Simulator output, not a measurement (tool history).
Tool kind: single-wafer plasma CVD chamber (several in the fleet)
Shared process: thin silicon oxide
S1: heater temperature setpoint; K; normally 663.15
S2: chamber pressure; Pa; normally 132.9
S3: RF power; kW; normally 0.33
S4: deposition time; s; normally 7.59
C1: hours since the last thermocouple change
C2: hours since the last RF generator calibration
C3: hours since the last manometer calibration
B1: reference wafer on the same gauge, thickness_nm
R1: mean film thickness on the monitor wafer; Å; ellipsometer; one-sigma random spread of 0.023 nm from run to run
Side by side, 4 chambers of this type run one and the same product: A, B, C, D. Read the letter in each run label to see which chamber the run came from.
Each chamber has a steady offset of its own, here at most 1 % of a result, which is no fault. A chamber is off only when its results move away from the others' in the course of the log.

{"run": "1C", "hour": 6.1, "S1": 663.15, "S2": 132.9, "S3": 0.33, "S4": 7.59, "C1": 137.3, "C2": 739.9, "C3": 1306.9, "B1": 18.103, "R1": 175.27}
{"run": "2A", "hour": 12.7, "S1": 663.15, "S2": 132.9, "S3": 0.33, "S4": 7.59, "C1": 1894.1, "C2": 870.7, "C3": 605, "B1": 18.111, "R1": 177.14}
{"run": "3D", "hour": 18.3, "S1": 663.15, "S2": 132.9, "S3": 0.33, "S4": 7.59, "C1": 3047.2, "C2": 713.9, "C3": 1745.8, "B1": 18.108, "R1": 175.95}
{"run": "4B", "hour": 27.2, "S1": 663.15, "S2": 132.9, "S3": 0.33, "S4": 7.59, "C1": 1073.4, "C2": 652.5, "C3": 1096.9, "B1": 18.11, "R1": 175.86}
{"run": "5B", "hour": 31.7, "S1": 663.15, "S2": 132.9, "S3": 0.33, "S4": 7.59, "C1": 1077.9, "C2": 657, "C3": 1101.4, "B1": 18.117, "R1": 175.85}
{"run": "6C", "hour": 37.4, "S1": 663.15, "S2": 132.9, "S3": 0.33, "S4": 7.59, "C1": 168.6, "C2": 771.2, "C3": 1338.2, "B1": 18.119, "R1": 175.27}
{"run": "7D", "hour": 44.1, "S1": 663.15, "S2": 132.9, "S3": 0.33, "S4": 7.59, "C1": 3073, "C2": 739.7, "C3": 1771.6, "B1": 18.12, "R1": 175.79}
{"run": "8A", "hour": 52.0, "S1": 663.15, "S2": 132.9, "S3": 0.33, "S4": 7.59, "C1": 1933.4, "C2": 910, "C3": 644.3, "B1": 18.115, "R1": 176.81}
{"run": "9C", "hour": 56.8, "S1": 663.15, "S2": 132.9, "S3": 0.33, "S4": 7.59, "C1": 188, "C2": 790.6, "C3": 1357.6, "B1": 18.131, "R1": 174.77}
{"run": "10D", "hour": 60.9, "S1": 663.15, "S2": 132.9, "S3": 0.33, "S4": 7.59, "C1": 3089.8, "C2": 756.5, "C3": 1788.4, "B1": 18.119, "R1": 176.13}
{"run": "11B", "hour": 69.5, "S1": 663.15, "S2": 132.9, "S3": 0.27, "S4": 7.59, "C1": 1115.7, "C2": 694.8, "C3": 1139.2, "B1": 18.128, "R1": 162}
{"run": "12A", "hour": 77.8, "S1": 663.15, "S2": 132.9, "S3": 0.27, "S4": 7.59, "C1": 1959.2, "C2": 935.8, "C3": 670.1, "B1": 18.131, "R1": 163.42}
{"run": "13C", "hour": 82.6, "S1": 663.15, "S2": 132.9, "S3": 0.27, "S4": 7.59, "C1": 213.8, "C2": 816.4, "C3": 1383.4, "B1": 18.131, "R1": 162.01}
{"run": "14B", "hour": 90.4, "S1": 663.15, "S2": 132.9, "S3": 0.27, "S4": 7.59, "C1": 1136.6, "C2": 715.7, "C3": 1160.1, "B1": 18.136, "R1": 161.76}
{"run": "15A", "hour": 94.3, "S1": 663.15, "S2": 132.9, "S3": 0.33, "S4": 7.59, "C1": 1975.7, "C2": 952.3, "C3": 686.6, "B1": 18.138, "R1": 177.47}
{"run": "16D", "hour": 100.8, "S1": 663.15, "S2": 132.9, "S3": 0.33, "S4": 7.59, "C1": 3129.7, "C2": 796.4, "C3": 1828.3, "B1": 18.141, "R1": 176.12}
{"run": "17A", "hour": 105.4, "S1": 663.15, "S2": 132.9, "S3": 0.33, "S4": 7.59, "C1": 1986.8, "C2": 963.4, "C3": 697.7, "B1": 18.141, "R1": 177.92}
{"run": "18C", "hour": 113.9, "S1": 663.15, "S2": 132.9, "S3": 0.28, "S4": 8.57, "C1": 245.1, "C2": 847.7, "C3": 1414.7, "B1": 18.139, "R1": 186.14}
{"run": "19D", "hour": 119.9, "S1": 663.15, "S2": 132.9, "S3": 0.28, "S4": 8.57, "C1": 3148.8, "C2": 815.5, "C3": 1847.4, "B1": 18.143, "R1": 185.84}
{"run": "20B", "hour": 128.2, "S1": 663.15, "S2": 132.9, "S3": 0.28, "S4": 8.57, "C1": 1174.4, "C2": 753.5, "C3": 1197.9, "B1": 18.152, "R1": 185.99}
{"run": "21B", "hour": 135.4, "S1": 663.15, "S2": 132.9, "S3": 0.28, "S4": 8.57, "C1": 1181.6, "C2": 760.7, "C3": 1205.1, "B1": 18.157, "R1": 185.8}
{"hour": 140.2, "done": "chamber D: thermocouple changed; heater temperature recalibrated"}
{"run": "22D", "hour": 143.4, "S1": 663.15, "S2": 132.9, "S3": 0.33, "S4": 7.59, "C1": 3.2, "C2": 839, "C3": 1870.9, "B1": 18.162, "R1": 176.19}
{"run": "23C", "hour": 149.4, "S1": 663.15, "S2": 132.9, "S3": 0.33, "S4": 7.59, "C1": 280.6, "C2": 883.2, "C3": 1450.2, "B1": 18.171, "R1": 175.63}
{"run": "24A", "hour": 155.3, "S1": 663.15, "S2": 132.9, "S3": 0.33, "S4": 7.59, "C1": 2036.7, "C2": 1013.3, "C3": 747.6, "B1": 18.165, "R1": 178.07}
{"run": "25D", "hour": 159.8, "S1": 663.15, "S2": 132.9, "S3": 0.33, "S4": 7.59, "C1": 19.6, "C2": 855.4, "C3": 1887.3, "B1": 18.172, "R1": 176.67}
{"run": "26C", "hour": 165.2, "S1": 663.15, "S2": 132.9, "S3": 0.33, "S4": 7.59, "C1": 296.4, "C2": 899, "C3": 1466, "B1": 18.172, "R1": 175.72}
{"run": "27B", "hour": 172.1, "S1": 663.15, "S2": 132.9, "S3": 0.33, "S4": 7.59, "C1": 1218.3, "C2": 797.4, "C3": 1241.8, "B1": 18.17, "R1": 176.57}
{"run": "28A", "hour": 180.6, "S1": 663.15, "S2": 132.9, "S3": 0.33, "S4": 7.59, "C1": 2062, "C2": 1038.6, "C3": 772.9, "B1": 18.177, "R1": 177.91}
{"run": "29B", "hour": 185.9, "S1": 663.15, "S2": 132.9, "S3": 0.33, "S4": 7.59, "C1": 1232.1, "C2": 811.2, "C3": 1255.6, "B1": 18.18, "R1": 176.28}
{"run": "30A", "hour": 190.6, "S1": 663.15, "S2": 132.9, "S3": 0.33, "S4": 7.59, "C1": 2072, "C2": 1048.6, "C3": 782.9, "B1": 18.18, "R1": 177.82}
{"run": "31D", "hour": 197.4, "S1": 663.15, "S2": 132.9, "S3": 0.33, "S4": 7.59, "C1": 57.2, "C2": 893, "C3": 1924.9, "B1": 18.178, "R1": 176.64}
{"run": "32C", "hour": 201.7, "S1": 663.15, "S2": 132.9, "S3": 0.36, "S4": 7.59, "C1": 332.9, "C2": 935.5, "C3": 1502.5, "B1": 18.184, "R1": 182.14}
{"run": "33A", "hour": 206.3, "S1": 663.15, "S2": 132.9, "S3": 0.36, "S4": 7.59, "C1": 2087.7, "C2": 1064.3, "C3": 798.6, "B1": 18.183, "R1": 184.01}
{"run": "34B", "hour": 213.3, "S1": 663.15, "S2": 132.9, "S3": 0.36, "S4": 7.59, "C1": 1259.5, "C2": 838.6, "C3": 1283, "B1": 18.189, "R1": 182.56}
{"run": "35C", "hour": 220.8, "S1": 663.15, "S2": 132.9, "S3": 0.36, "S4": 7.59, "C1": 352, "C2": 954.6, "C3": 1521.6, "B1": 18.186, "R1": 181.98}
{"run": "36D", "hour": 227.2, "S1": 663.15, "S2": 132.9, "S3": 0.33, "S4": 7.59, "C1": 87, "C2": 922.8, "C3": 1954.7, "B1": 18.195, "R1": 176.54}
{"run": "37D", "hour": 235.0, "S1": 663.15, "S2": 132.9, "S3": 0.33, "S4": 7.59, "C1": 94.8, "C2": 930.6, "C3": 1962.5, "B1": 18.196, "R1": 176.55}

Decide between three cases: one chamber stands off from its peers, the gauge reading all wafers drifts, or nothing is wrong past each chamber's small offset. Where a chamber is off, say which and what most likely put it there.

None of the chambers is off. What moves is the gauge, dragging all their readings along together.
What lies behind it: gauge reads high (%) = 0.55.
